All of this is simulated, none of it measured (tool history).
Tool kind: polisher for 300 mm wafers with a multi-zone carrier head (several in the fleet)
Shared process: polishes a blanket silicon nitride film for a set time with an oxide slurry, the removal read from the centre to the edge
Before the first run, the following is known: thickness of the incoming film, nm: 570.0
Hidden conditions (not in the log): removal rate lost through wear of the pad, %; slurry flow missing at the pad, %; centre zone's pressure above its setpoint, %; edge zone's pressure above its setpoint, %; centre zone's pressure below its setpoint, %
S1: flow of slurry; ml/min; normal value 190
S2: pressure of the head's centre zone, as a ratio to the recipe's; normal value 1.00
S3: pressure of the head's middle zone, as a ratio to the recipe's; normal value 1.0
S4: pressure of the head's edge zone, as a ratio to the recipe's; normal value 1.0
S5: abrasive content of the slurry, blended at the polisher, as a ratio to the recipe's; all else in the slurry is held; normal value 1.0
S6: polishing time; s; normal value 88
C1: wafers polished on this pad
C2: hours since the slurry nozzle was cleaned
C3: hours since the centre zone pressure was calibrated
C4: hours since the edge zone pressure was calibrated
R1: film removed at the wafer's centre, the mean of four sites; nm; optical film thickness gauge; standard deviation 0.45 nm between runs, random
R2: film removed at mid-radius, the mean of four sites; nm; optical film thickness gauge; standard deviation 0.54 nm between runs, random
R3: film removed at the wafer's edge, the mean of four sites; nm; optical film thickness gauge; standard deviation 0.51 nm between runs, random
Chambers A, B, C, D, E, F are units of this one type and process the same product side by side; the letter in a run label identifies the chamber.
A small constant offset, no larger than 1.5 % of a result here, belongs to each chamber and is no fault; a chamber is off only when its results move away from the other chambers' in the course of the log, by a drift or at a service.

Run 1A, day 0.100: usual settings; C1 246; C2 62.8; C3 390.4; C4 262.2. Result: R1 44.537 nm, R2 45.330 nm, R3 45.433 nm.
Run 2C, day 0.258: usual settings; C1 632; C2 309.2; C3 146.6; C4 1026.2. Result: R1 44.648 nm, R2 45.209 nm, R3 45.969 nm.
Run 3D, day 0.388: usual settings; C1 316; C2 224.2; C3 143.9; C4 496.1. Result: R1 45.159 nm, R2 44.610 nm, R3 43.856 nm.
Run 4B, day 0.571: usual settings; C1 180; C2 281.7; C3 648.7; C4 1335.4. Result: R1 44.888 nm, R2 45.837 nm, R3 44.687 nm.
Run 5F, day 0.696: usual settings; C1 1020; C2 514.2; C3 464.3; C4 579.7. Result: R1 45.889 nm, R2 45.576 nm, R3 44.746 nm.
Run 6E, day 0.838: usual settings; C1 1289; C2 539.5; C3 733.5; C4 144.6. Result: R1 43.930 nm, R2 44.279 nm, R3 45.034 nm.
At day 0.900: chamber F: worn pad replaced by a new one.
Run 7F, day 0.988: usual settings; C1 22; C2 521.2; C3 471.3; C4 586.7. Result: R1 45.524 nm, R2 44.621 nm, R3 45.063 nm.
Run 8A, day 1.112: usual settings but S1 155 ml/min, S4 1.1; C1 497; C2 87.1; C3 414.7; C4 286.5. Result: R1 42.478 nm, R2 44.145 nm, R3 45.464 nm.
Run 9E, day 1.254: usual settings but S1 155 ml/min, S4 1.1; C1 1393; C2 549.5; C3 743.5; C4 154.6. Result: R1 43.258 nm, R2 43.085 nm, R3 46.314 nm.
Run 10B, day 1.342: usual settings but S1 155 ml/min, S4 1.1; C1 371; C2 300.2; C3 667.2; C4 1353.9. Result: R1 43.313 nm, R2 43.478 nm, R3 46.389 nm.
At day 1.392: chamber F: centre zone pressure recalibrated.
Run 11C, day 1.496: usual settings but S1 155 ml/min, S4 1.1; C1 939; C2 338.9; C3 176.3; C4 1055.9. Result: R1 43.490 nm, R2 44.192 nm, R3 46.885 nm.
At day 1.583: chamber A: worn pad replaced by a new one.
At day 1.662: chamber C: worn pad replaced by a new one.
Run 12D, day 1.662: usual settings but S1 155 ml/min, S4 1.1; C1 632; C2 254.8; C3 174.5; C4 526.7. Result: R1 43.452 nm, R2 42.801 nm, R3 45.583 nm.
At day 1.721: chamber D: worn pad replaced by a new one.
At day 1.758: chamber E: worn pad replaced by a new one.
Run 13A, day 1.771: usual settings but S1 155 ml/min, S4 1.1; C1 47; C2 102.9; C3 430.5; C4 302.3. Result: R1 43.664 nm, R2 43.760 nm, R3 46.898 nm.
Run 14E, day 1.925: usual settings; C1 41; C2 565.6; C3 759.6; C4 170.7. Result: R1 44.546 nm, R2 45.659 nm, R3 45.176 nm.
Run 15C, day 2.092: usual settings; C1 106; C2 353.2; C3 190.6; C4 1070.2. Result: R1 44.928 nm, R2 44.891 nm, R3 44.686 nm.
Run 16F, day 2.225: usual settings but S2 0.96; C1 329; C2 550.9; C3 20.0; C4 616.4. Result: R1 43.293 nm, R2 45.100 nm, R3 44.779 nm.
Run 17D, day 2.333: usual settings but S2 0.96; C1 152; C2 270.9; C3 190.6; C4 542.8. Result: R1 41.514 nm, R2 44.476 nm, R3 44.920 nm.
Run 18B, day 2.467: usual settings but S2 0.96; C1 651; C2 327.2; C3 694.2; C4 1380.9. Result: R1 44.247 nm, R2 45.328 nm, R3 43.907 nm.
Run 19D, day 2.638: usual settings but S2 0.96; C1 227; C2 278.2; C3 197.9; C4 550.1. Result: R1 41.202 nm, R2 43.544 nm, R3 44.705 nm.
Run 20B, day 2.729: usual settings but S2 0.96; C1 716; C2 333.5; C3 700.5; C4 1387.2. Result: R1 43.343 nm, R2 45.256 nm, R3 45.442 nm.
Run 21E, day 2.838: usual settings but S2 0.96; C1 268; C2 587.5; C3 781.5; C4 192.6. Result: R1 43.161 nm, R2 45.665 nm, R3 45.624 nm.
Run 22C, day 3.008: usual settings; C1 334; C2 375.2; C3 212.6; C4 1092.2. Result: R1 44.450 nm, R2 45.140 nm, R3 45.641 nm.
At day 3.058: chamber B: edge zone pressure recalibrated.
Run 23A, day 3.133: usual settings but S3 0.9; C1 385; C2 135.6; C3 463.2; C4 335.0. Result: R1 44.181 nm, R2 40.733 nm, R3 44.943 nm.
Run 24F, day 3.304: usual settings but S3 0.9; C1 597; C2 576.8; C3 45.9; C4 642.3. Result: R1 45.354 nm, R2 40.692 nm, R3 44.448 nm.
Run 25C, day 3.421: usual settings but S3 0.9; C1 436; C2 385.1; C3 222.5; C4 1102.1. Result: R1 45.389 nm, R2 40.692 nm, R3 44.661 nm.
Run 26A, day 3.579: usual settings but S3 0.9; C1 496; C2 146.3; C3 473.9; C4 345.7. Result: R1 44.738 nm, R2 40.923 nm, R3 45.859 nm.
Run 27D, day 3.758: usual settings but S3 0.9; C1 506; C2 305.1; C3 224.8; C4 577.0. Result: R1 42.372 nm, R2 39.380 nm, R3 43.361 nm.
Run 28B, day 3.912: usual settings but S3 0.9; C1 1009; C2 361.9; C3 728.9; C4 20.6. Result: R1 45.341 nm, R2 41.747 nm, R3 45.222 nm.
Run 29F, day 4.062: usual settings; C1 785; C2 595.0; C3 64.1; C4 660.5. Result: R1 44.831 nm, R2 45.861 nm, R3 44.740 nm.
At day 4.108: chamber B: slurry nozzle cleaned.
Run 30E, day 4.238: usual settings; C1 615; C2 621.1; C3 815.1; C4 226.2. Result: R1 44.869 nm, R2 44.942 nm, R3 45.382 nm.
Run 31D, day 4.412: usual settings; C1 668; C2 320.8; C3 240.5; C4 592.7. Result: R1 41.277 nm, R2 41.877 nm, R3 43.071 nm.
Run 32C, day 4.558: usual settings; C1 718; C2 412.4; C3 249.8; C4 1129.4. Result: R1 44.823 nm, R2 44.878 nm, R3 46.361 nm.
At day 4.642: chamber A: worn pad replaced by a new one.
Run 33B, day 4.675: usual settings; C1 1199; C2 13.7; C3 747.2; C4 38.9. Result: R1 45.099 nm, R2 46.054 nm, R3 45.756 nm.
Run 34E, day 4.783: usual settings; C1 751; C2 634.2; C3 828.2; C4 239.3. Result: R1 44.827 nm, R2 45.686 nm, R3 45.184 nm.
Run 35A, day 4.967: usual settings; C1 81; C2 179.6; C3 507.2; C4 379.0. Result: R1 44.791 nm, R2 44.229 nm, R3 45.966 nm.
Run 36F, day 5.088: usual settings; C1 1039; C2 619.6; C3 88.7; C4 685.1. Result: R1 45.297 nm, R2 44.508 nm, R3 44.312 nm.
Run 37F, day 5.171: usual settings; C1 1060; C2 621.6; C3 90.7; C4 687.1. Result: R1 45.216 nm, R2 45.893 nm, R3 44.628 nm.

All 6 chambers run these settings next. Forecast each chamber's results:
Run 38A, day 5.308: usual settings but S5 1.1. Result: R1 ?, R2 ?, R3 ?.
Run 38B, day 5.308: usual settings but S5 1.1. Result: R1 ?, R2 ?, R3 ?.
Run 38C, day 5.308: usual settings but S5 1.1. Result: R1 ?, R2 ?, R3 ?.
Run 38D, day 5.308: usual settings but S5 1.1. Result: R1 ?, R2 ?, R3 ?.
Run 38E, day 5.308: usual settings but S5 1.1. Result: R1 ?, R2 ?, R3 ?.
Run 38F, day 5.308: usual settings but S5 1.1. Result: R1 ?, R2 ?, R3 ?.

run      R1      R2      R3
38A  46.789  48.291  47.696
38B  47.769  47.564  46.941
38C  45.922  46.567  48.005
38D  41.674  42.534  43.371
38E  46.646  46.868  46.689
38F  46.978  46.236  47.365
